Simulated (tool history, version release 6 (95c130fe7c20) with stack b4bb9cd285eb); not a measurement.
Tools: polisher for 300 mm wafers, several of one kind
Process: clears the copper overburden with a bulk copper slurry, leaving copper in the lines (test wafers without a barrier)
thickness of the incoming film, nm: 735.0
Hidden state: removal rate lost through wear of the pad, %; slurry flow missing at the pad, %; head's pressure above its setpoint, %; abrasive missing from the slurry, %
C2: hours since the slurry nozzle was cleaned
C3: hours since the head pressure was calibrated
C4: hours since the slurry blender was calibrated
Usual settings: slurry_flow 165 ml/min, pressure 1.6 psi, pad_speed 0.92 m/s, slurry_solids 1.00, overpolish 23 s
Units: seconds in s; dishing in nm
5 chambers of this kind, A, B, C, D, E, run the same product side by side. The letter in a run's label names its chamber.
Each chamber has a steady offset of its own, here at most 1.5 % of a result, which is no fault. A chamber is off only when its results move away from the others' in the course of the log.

At hour 0.2: chamber A: slurry blender recalibrated.
At hour 3.6: chamber A: worn pad replaced by a new one.
Run 1E, hour 13.0: usual settings; wafers polished on this pad 211; C2 274.9; C3 246.6; C4 103.3. Result: seconds 178.88 s, dishing 54.661 nm.
Run 2A, hour 20.1: usual settings; wafers polished on this pad 132; C2 262.3; C3 375.8; C4 19.9. Result: seconds 181.36 s, dishing 52.829 nm.
Run 3D, hour 30.3: usual settings; wafers polished on this pad 1158; C2 214.1; C3 207.6; C4 365.9. Result: seconds 183.03 s, dishing 51.473 nm.
Run 4C, hour 43.8: usual settings; wafers polished on this pad 1086; C2 84.3; C3 325.2; C4 293.2. Result: seconds 182.78 s, dishing 52.203 nm.
At hour 51.9: chamber D: worn pad replaced by a new one.
Run 5B, hour 55.3: usual settings; wafers polished on this pad 942; C2 135.4; C3 165.3; C4 186.5. Result: seconds 184.34 s, dishing 54.195 nm.
Run 6E, hour 63.3: usual settings but pad_speed 0.68 m/s, overpolish 30 s; wafers polished on this pad 615; C2 325.2; C3 296.9; C4 153.6. Result: seconds 238.82 s, dishing 51.359 nm.
Run 7D, hour 74.0: usual settings but pad_speed 0.68 m/s, overpolish 30 s; wafers polished on this pad 178; C2 257.8; C3 251.3; C4 409.6. Result: seconds 244.33 s, dishing 53.538 nm.
Run 8A, hour 85.9: usual settings but pad_speed 0.68 m/s, overpolish 30 s; wafers polished on this pad 662; C2 328.1; C3 441.6; C4 85.7. Result: seconds 242.67 s, dishing 56.755 nm.
Run 9B, hour 97.4: usual settings but pad_speed 0.68 m/s, overpolish 30 s; wafers polished on this pad 1280; C2 177.5; C3 207.4; C4 228.6. Result: seconds 249.85 s, dishing 52.179 nm.
At hour 99.4: chamber B: slurry blender recalibrated.
At hour 102.8: chamber E: worn pad replaced by a new one.
Run 10C, hour 108.2: usual settings but pad_speed 0.68 m/s, overpolish 30 s; wafers polished on this pad 1604; C2 148.7; C3 389.6; C4 357.6. Result: seconds 251.23 s, dishing 52.542 nm.
At hour 110.5: chamber B: worn pad replaced by a new one.
At hour 116.6: chamber D: slurry blender recalibrated.
Run 11C, hour 122.0: usual settings; wafers polished on this pad 1715; C2 162.5; C3 403.4; C4 371.4. Result: seconds 186.96 s, dishing 54.956 nm.
Run 12B, hour 133.3: usual settings but slurry_solids 1.15, overpolish 19 s; wafers polished on this pad 184; C2 213.4; C3 243.3; C4 33.9. Result: seconds 178.80 s, dishing 48.293 nm.
Run 13E, hour 142.4: usual settings but slurry_solids 1.15, overpolish 19 s; wafers polished on this pad 319; C2 404.3; C3 376.0; C4 232.7. Result: seconds 177.68 s, dishing 47.880 nm.
Run 14D, hour 148.8: usual settings but slurry_solids 1.15, overpolish 19 s; wafers polished on this pad 780; C2 332.6; C3 326.1; C4 32.3. Result: seconds 178.08 s, dishing 47.135 nm.
At hour 149.2: chamber C: slurry blender recalibrated.
At hour 151.3: chamber A: worn pad replaced by a new one.
Run 15A, hour 159.3: usual settings but slurry_solids 1.15, overpolish 19 s; wafers polished on this pad 65; C2 401.5; C3 515.0; C4 159.1. Result: seconds 172.28 s, dishing 48.422 nm.
Run 16C, hour 166.4: usual settings but slurry_solids 1.15, overpolish 19 s; wafers polished on this pad 2072; C2 206.9; C3 447.8; C4 17.3. Result: seconds 178.65 s, dishing 45.448 nm.
Run 17D, hour 177.4: usual settings; wafers polished on this pad 1010; C2 361.2; C3 354.7; C4 60.9. Result: seconds 182.84 s, dishing 52.798 nm.
Run 18E, hour 184.2: usual settings; wafers polished on this pad 655; C2 446.1; C3 417.8; C4 274.5. Result: seconds 179.63 s, dishing 54.760 nm.
Run 19A, hour 195.9: usual settings but slurry_flow 130 ml/min, slurry_solids 0.75; wafers polished on this pad 359; C2 438.1; C3 551.6; C4 195.7. Result: seconds 199.81 s, dishing 53.048 nm.
At hour 198.7: chamber C: slurry nozzle cleaned.
Run 20B, hour 206.5: usual settings but slurry_flow 130 ml/min, slurry_solids 0.75; wafers polished on this pad 772; C2 286.6; C3 316.5; C4 107.1. Result: seconds 204.26 s, dishing 48.840 nm.
At hour 219.7: chamber E: worn pad replaced by a new one.
Run 21A, hour 220.8: usual settings but slurry_flow 130 ml/min, slurry_solids 0.75; wafers polished on this pad 559; C2 463.0; C3 576.5; C4 220.6. Result: seconds 200.73 s, dishing 52.939 nm.
Run 22B, hour 228.1: usual settings but slurry_flow 130 ml/min, slurry_solids 0.75; wafers polished on this pad 946; C2 308.2; C3 338.1; C4 128.7. Result: seconds 202.33 s, dishing 50.159 nm.
Run 23E, hour 237.5: usual settings but slurry_flow 130 ml/min, slurry_solids 0.75; wafers polished on this pad 143; C2 499.4; C3 471.1; C4 327.8. Result: seconds 203.41 s, dishing 51.728 nm.
At hour 243.4: chamber D: slurry nozzle cleaned.
At hour 243.5: chamber D: worn pad replaced by a new one.
Run 24C, hour 251.2: usual settings; wafers polished on this pad 2754; C2 52.5; C3 532.6; C4 102.1. Result: seconds 195.53 s, dishing 51.347 nm.
At hour 259.0: chamber B: worn pad replaced by a new one.
At hour 260.6: chamber B: head pressure recalibrated.
At hour 261.2: chamber E: slurry blender recalibrated.
Run 25D, hour 262.2: usual settings but pad_speed 1.16 m/s, overpolish 13 s; wafers polished on this pad 150; C2 18.8; C3 439.5; C4 145.7. Result: seconds 144.90 s, dishing 39.829 nm.
Run 26E, hour 271.7: usual settings but pad_speed 1.16 m/s, overpolish 13 s; wafers polished on this pad 418; C2 533.6; C3 505.3; C4 10.6. Result: seconds 144.45 s, dishing 41.457 nm.
Run 27D, hour 278.6: usual settings but pad_speed 1.16 m/s, overpolish 13 s; wafers polished on this pad 282; C2 35.2; C3 455.9; C4 162.1. Result: seconds 146.04 s, dishing 42.904 nm.
Run 28A, hour 287.1: usual settings but pad_speed 1.16 m/s, overpolish 13 s; wafers polished on this pad 1092; C2 529.3; C3 642.8; C4 286.9. Result: seconds 143.61 s, dishing 41.628 nm.
At hour 288.6: chamber D: head pressure recalibrated.
Run 29B, hour 298.4: usual settings but pad_speed 1.16 m/s, overpolish 13 s; wafers polished on this pad 317; C2 378.5; C3 37.9; C4 199.0. Result: seconds 143.71 s, dishing 43.105 nm.
Run 30C, hour 307.2: usual settings; wafers polished on this pad 3205; C2 108.5; C3 588.6; C4 158.1. Result: seconds 199.74 s, dishing 48.777 nm.
At hour 311.2: chamber A: worn pad replaced by a new one.
At hour 316.0: chamber B: slurry blender recalibrated.
At hour 318.3: chamber A: slurry blender recalibrated.
Run 31E, hour 318.4: usual settings; wafers polished on this pad 794; C2 580.3; C3 552.0; C4 57.3. Result: seconds 180.14 s, dishing 55.278 nm.
At hour 325.3: chamber E: head pressure recalibrated.
Run 32A, hour 332.5: usual settings; wafers polished on this pad 171; C2 574.7; C3 688.2; C4 14.3. Result: seconds 183.46 s, dishing 51.736 nm.
Run 33D, hour 342.4: usual settings; wafers polished on this pad 795; C2 99.0; C3 53.9; C4 225.9. Result: seconds 181.34 s, dishing 54.755 nm.
At hour 348.7: chamber E: worn pad replaced by a new one.
Run 34C, hour 352.7: usual settings but pad_speed 0.78 m/s; wafers polished on this pad 3571; C2 154.0; C3 634.1; C4 203.6. Result: seconds 240.21 s, dishing 45.580 nm.
Run 35B, hour 365.5: usual settings but pad_speed 0.78 m/s; wafers polished on this pad 857; C2 445.6; C3 105.0; C4 49.5. Result: seconds 217.56 s, dishing 48.366 nm.
Run 36A, hour 374.8: usual settings but pad_speed 0.78 m/s; wafers polished on this pad 512; C2 617.0; C3 730.5; C4 56.6. Result: seconds 212.49 s, dishing 47.990 nm.
Run 37D, hour 381.4: usual settings but pad_speed 0.78 m/s; wafers polished on this pad 1109; C2 138.0; C3 92.9; C4 264.9. Result: seconds 217.41 s, dishing 49.054 nm.
Run 38C, hour 391.6: usual settings but pad_speed 0.78 m/s; wafers polished on this pad 3884; C2 192.9; C3 673.0; C4 242.5. Result: seconds 243.92 s, dishing 43.051 nm.
Run 39E, hour 400.6: usual settings; wafers polished on this pad 417; C2 662.5; C3 75.3; C4 139.5. Result: seconds 177.50 s, dishing 52.912 nm.
Run 40B, hour 409.7: usual settings; wafers polished on this pad 1212; C2 489.8; C3 149.2; C4 93.7. Result: seconds 183.39 s, dishing 54.059 nm.
Run 41B, hour 418.9: usual settings; wafers polished on this pad 1286; C2 499.0; C3 158.4; C4 102.9. Result: seconds 181.88 s, dishing 54.192 nm.

What goes on in this fleet: one chamber off, a drifting gauge, or nothing beyond the chambers' own small offsets? Name the chamber and the cause, if any.

Chamber C drifts away from the others.
Cause: removal rate lost through wear of the pad, % = 11.9.
The log may not tell that from: head's pressure below its setpoint, %.

Here are 4 candidates for chamber C's next run, each the usual settings with a change, their results left as question marks. Which one brings its results back in line with what the others give on the usual settings?
In line means no further than this from the other chambers' mean on the usual settings: seconds 7.10 s; dishing 4.700 nm
Run 42C-1, hour 429.4: usual settings but slurry_flow 160 ml/min, pressure 1.4 psi, pad_speed 0.84 m/s. Result: seconds ?, dishing ?.
Run 42C-2, hour 429.4: usual settings but slurry_flow 170 ml/min, pressure 1.8 psi, pad_speed 1.02 m/s. Result: seconds ?, dishing ?.
Run 42C-3, hour 429.4: usual settings but pressure 1.7 psi, pad_speed 0.98 m/s. Result: seconds ?, dishing ?.
Run 42C-4, hour 429.4: usual settings but pressure 1.5 psi, pad_speed 0.86 m/s. Result: seconds ?, dishing ?.

The other chambers' mean on the usual settings: seconds 182.24 s; dishing 54.563 nm
  run  seconds  dishing
42C-1   263.64   40.099
42C-2   167.39   57.925
42C-3   185.32   53.465
42C-4   239.28   43.549
42C-3 brings the chamber back in line.
